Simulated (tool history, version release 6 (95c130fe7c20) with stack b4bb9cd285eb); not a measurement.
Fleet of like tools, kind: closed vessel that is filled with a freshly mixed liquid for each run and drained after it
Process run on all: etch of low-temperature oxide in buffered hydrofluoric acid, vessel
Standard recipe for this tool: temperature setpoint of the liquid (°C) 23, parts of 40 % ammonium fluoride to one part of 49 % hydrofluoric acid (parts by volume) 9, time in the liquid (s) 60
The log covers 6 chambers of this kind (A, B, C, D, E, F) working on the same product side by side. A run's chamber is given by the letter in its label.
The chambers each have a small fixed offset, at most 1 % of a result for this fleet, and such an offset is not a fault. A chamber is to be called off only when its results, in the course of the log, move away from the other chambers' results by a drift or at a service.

run	hour	temperature setpoint of the liquid (°C)	parts of 40 % ammonium fluoride to one part of 49 % hydrofluoric acid (parts by volume)	time in the liquid (s)	read-back film thickness of the low-temperature oxide reference wafer, read on the same gauge (nm)	thickness taken off the low-temperature oxide on a monitor wafer (nm)
1C	3	23	9	60	40.024	141.9
2E	8.2	23	9	60	40.021	144.42
3D	13.5	23	9	60	40.011	143.04
4B	18	23	9	60	39.995	143.96
5A	23.4	23	9	60	40.035	144.51
6F	27.8	23	9	60	40.001	143.89
7A	32	23	9	60	39.955	141.82
8E	35	23	9	60	40.001	142.3
9B	39.8	23	9	60	39.984	143.79
10D	44.3	23	9	60	40.011	141.54
11C	48.9	23	9	60	40.005	142.35
12F	54.1	23	9	60	40.009	143.94
13E	59.4	23	9	60	39.991	142.2
14A	64.3	23	6	85	40.013	299.65
15C	67.4	23	6	85	39.985	305.01
16B	70	23	6	85	39.996	308.26
17F	72.8	23	6	85	40.001	300.04
18D	77.8	23	6	85	40.008	304.32
19B	83	23	6	85	40.041	305.7
20D	88.1	23	9	60	39.987	141.27
21C	92.3	23	9	60	39.994	142.86
22E	95.1	23	9	60	40.011	143.71
23A	99.1	23	9	60	39.986	144.6
24F	104.5	23	9	60	40	142.53
25D	109	23	9	60	39.996	142.5
26E	111.9	23	9	60	39.989	143.81
27A	116.3	23	9	90	40.003	216.78
28B	119.4	23	9	90	40.007	213.21
29F	123.8	23	9	90	39.99	217.04
30C	128.6	23	9	90	40.016	213.64
31B	133	23	9	90	40.001	218.45
32C	137.6	23	9	90	39.957	210.89
33E	142.9	23	9	60	39.984	142.7
34D	146.1	23	9	60	40.009	141.63
35F	149.7	23	9	60	39.975	141.41
36A	152.7	23	9	60	40.006	143.94
37A	156.8	23	9	60	40.013	142.76
38D	160.6	23	9	60	40.006	142.23
39C	165.6	23	9	60	40.002	142.97

Next, every chamber runs the same settings. What will each give?
40A	169.7	23	9	45		?
40B	169.7	23	9	45		?
40C	169.7	23	9	45		?
40D	169.7	23	9	45		?
40E	169.7	23	9	45		?
40F	169.7	23	9	45		?

run	thickness taken off the low-temperature oxide on a monitor wafer (nm)
40A	104.93
40B	108.34
40C	108.58
40D	106.85
40E	105.26
40F	106.98
